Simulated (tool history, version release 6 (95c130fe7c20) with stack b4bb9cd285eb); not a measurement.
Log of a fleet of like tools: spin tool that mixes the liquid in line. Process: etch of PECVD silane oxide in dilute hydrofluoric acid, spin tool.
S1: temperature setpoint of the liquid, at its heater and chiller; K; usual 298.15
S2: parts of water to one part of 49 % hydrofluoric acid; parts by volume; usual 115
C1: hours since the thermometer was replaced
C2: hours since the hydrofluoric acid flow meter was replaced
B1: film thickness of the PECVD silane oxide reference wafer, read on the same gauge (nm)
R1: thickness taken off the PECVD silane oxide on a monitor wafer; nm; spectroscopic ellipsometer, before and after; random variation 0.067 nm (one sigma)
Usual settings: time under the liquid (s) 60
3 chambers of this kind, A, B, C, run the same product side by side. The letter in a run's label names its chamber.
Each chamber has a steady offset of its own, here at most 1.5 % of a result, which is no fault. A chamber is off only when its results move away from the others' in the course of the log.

run 1C day=0.2 | S1=298.15 S2=115 time_under_the_liquid_(s)=60 | C1=416.8 C2=1729 | B1=49.984 | R1=10.748
run 2A day=0.35 | S1=298.15 S2=115 time_under_the_liquid_(s)=60 | C1=527.9 C2=276.6 | B1=50.015 | R1=10.979
run 3B day=0.558 | S1=298.15 S2=115 time_under_the_liquid_(s)=60 | C1=350.7 C2=110.7 | B1=50.006 | R1=11.006
run 4B day=0.688 | S1=298.15 S2=115 time_under_the_liquid_(s)=60 | C1=353.8 C2=113.8 | B1=49.977 | R1=10.988
run 5A day=0.817 | S1=298.15 S2=115 time_under_the_liquid_(s)=60 | C1=539.1 C2=287.8 | B1=50.022 | R1=10.971
run 6C day=0.954 | S1=298.15 S2=115 time_under_the_liquid_(s)=60 | C1=434.9 C2=1747.1 | B1=50.039 | R1=10.632
run 7B day=1.158 | S1=298.15 S2=115 time_under_the_liquid_(s)=60 | C1=365.1 C2=125.1 | B1=49.977 | R1=10.956
run 8C day=1.333 | S1=298.15 S2=115 time_under_the_liquid_(s)=60 | C1=444 C2=1756.2 | B1=50.002 | R1=10.784
run 9A day=1.533 | S1=298.15 S2=115 time_under_the_liquid_(s)=60 | C1=556.3 C2=305 | B1=50.055 | R1=10.929
run 10B day=1.7 | S1=298.15 S2=115 time_under_the_liquid_(s)=60 | C1=378.1 C2=138.1 | B1=49.987 | R1=10.836
run 11C day=1.829 | S1=298.15 S2=115 time_under_the_liquid_(s)=60 | C1=455.9 C2=1768.1 | B1=49.998 | R1=10.746
run 12A day=1.979 | S1=302.65 S2=140 time_under_the_liquid_(s)=60 | C1=567 C2=315.7 | B1=49.98 | R1=10.222
run 13A day=2.112 | S1=302.65 S2=140 time_under_the_liquid_(s)=60 | C1=570.2 C2=318.9 | B1=50.005 | R1=10.253
run 14C day=2.317 | S1=302.65 S2=140 time_under_the_liquid_(s)=60 | C1=467.6 C2=1779.8 | B1=49.986 | R1=10.07
run 15B day=2.417 | S1=298.15 S2=115 time_under_the_liquid_(s)=60 | C1=395.3 C2=155.3 | B1=50.022 | R1=10.916
run 16A day=2.517 | S1=298.15 S2=80 time_under_the_liquid_(s)=35 | C1=579.9 C2=328.6 | B1=49.987 | R1=9.6016
run 17C day=2.717 | S1=298.15 S2=80 time_under_the_liquid_(s)=35 | C1=477.2 C2=1789.4 | B1=49.983 | R1=9.4329
run 18B day=2.829 | S1=298.15 S2=80 time_under_the_liquid_(s)=35 | C1=405.2 C2=165.2 | B1=49.98 | R1=9.5246
run 19B day=2.954 | S1=298.15 S2=115 time_under_the_liquid_(s)=60 | C1=408.2 C2=168.2 | B1=49.976 | R1=10.957
run 20A day=3.104 | S1=298.15 S2=115 time_under_the_liquid_(s)=60 | C1=594 C2=342.7 | B1=49.988 | R1=10.951
run 21C day=3.275 | S1=298.15 S2=115 time_under_the_liquid_(s)=60 | C1=490.6 C2=1802.8 | B1=50.012 | R1=10.735
run 22B day=3.479 | S1=298.15 S2=115 time_under_the_liquid_(s)=60 | C1=420.8 C2=180.8 | B1=49.988 | R1=10.92
run 23C day=3.638 | S1=298.15 S2=115 time_under_the_liquid_(s)=60 | C1=499.3 C2=1811.5 | B1=50.011 | R1=10.809
run 24A day=3.758 | S1=298.15 S2=115 time_under_the_liquid_(s)=60 | C1=609.7 C2=358.4 | B1=49.986 | R1=10.967
run 25A day=3.929 | S1=298.15 S2=115 time_under_the_liquid_(s)=60 | C1=613.8 C2=362.5 | B1=49.992 | R1=10.924
run 26B day=4.096 | S1=298.15 S2=115 time_under_the_liquid_(s)=60 | C1=435.6 C2=195.6 | B1=50.005 | R1=10.935
run 27C day=4.304 | S1=298.15 S2=115 time_under_the_liquid_(s)=30 | C1=515.3 C2=1827.5 | B1=50.017 | R1=5.4043
run 28A day=4.45 | S1=298.15 S2=115 time_under_the_liquid_(s)=30 | C1=626.3 C2=375 | B1=49.966 | R1=5.4643
run 29B day=4.571 | S1=298.15 S2=115 time_under_the_liquid_(s)=30 | C1=447 C2=207 | B1=50.011 | R1=5.4628
run 30C day=4.692 | S1=298.15 S2=115 time_under_the_liquid_(s)=60 | C1=524.6 C2=1836.8 | B1=50.02 | R1=10.594
run 31A day=4.879 | S1=298.15 S2=115 time_under_the_liquid_(s)=60 | C1=636.6 C2=385.3 | B1=50.024 | R1=10.915
run 32C day=4.988 | S1=298.15 S2=85 time_under_the_liquid_(s)=60 | C1=531.7 C2=1843.9 | B1=50.003 | R1=15.085
run 33B day=5.112 | S1=298.15 S2=85 time_under_the_liquid_(s)=60 | C1=460 C2=220 | B1=49.983 | R1=15.165
run 34A day=5.296 | S1=298.15 S2=85 time_under_the_liquid_(s)=60 | C1=646.6 C2=395.3 | B1=50.002 | R1=15.496
run 35B day=5.404 | S1=298.15 S2=115 time_under_the_liquid_(s)=60 | C1=467 C2=227 | B1=49.965 | R1=10.885
run 36C day=5.533 | S1=298.15 S2=115 time_under_the_liquid_(s)=60 | C1=544.8 C2=1857 | B1=49.974 | R1=10.74
run 37B day=5.654 | S1=298.15 S2=115 time_under_the_liquid_(s)=60 | C1=473 C2=233 | B1=49.991 | R1=10.948
run 38C day=5.792 | S1=298.15 S2=115 time_under_the_liquid_(s)=60 | C1=551 C2=1863.2 | B1=50.022 | R1=10.747

Next, every chamber runs the same settings. What will each give?
run 39A day=5.942 | S1=298.15 S2=115 time_under_the_liquid_(s)=85 | R1=?
run 39B day=5.942 | S1=298.15 S2=115 time_under_the_liquid_(s)=85 | R1=?
run 39C day=5.942 | S1=298.15 S2=115 time_under_the_liquid_(s)=85 | R1=?

run=39A R1=15.527
run=39B R1=15.356
run=39C R1=15.124

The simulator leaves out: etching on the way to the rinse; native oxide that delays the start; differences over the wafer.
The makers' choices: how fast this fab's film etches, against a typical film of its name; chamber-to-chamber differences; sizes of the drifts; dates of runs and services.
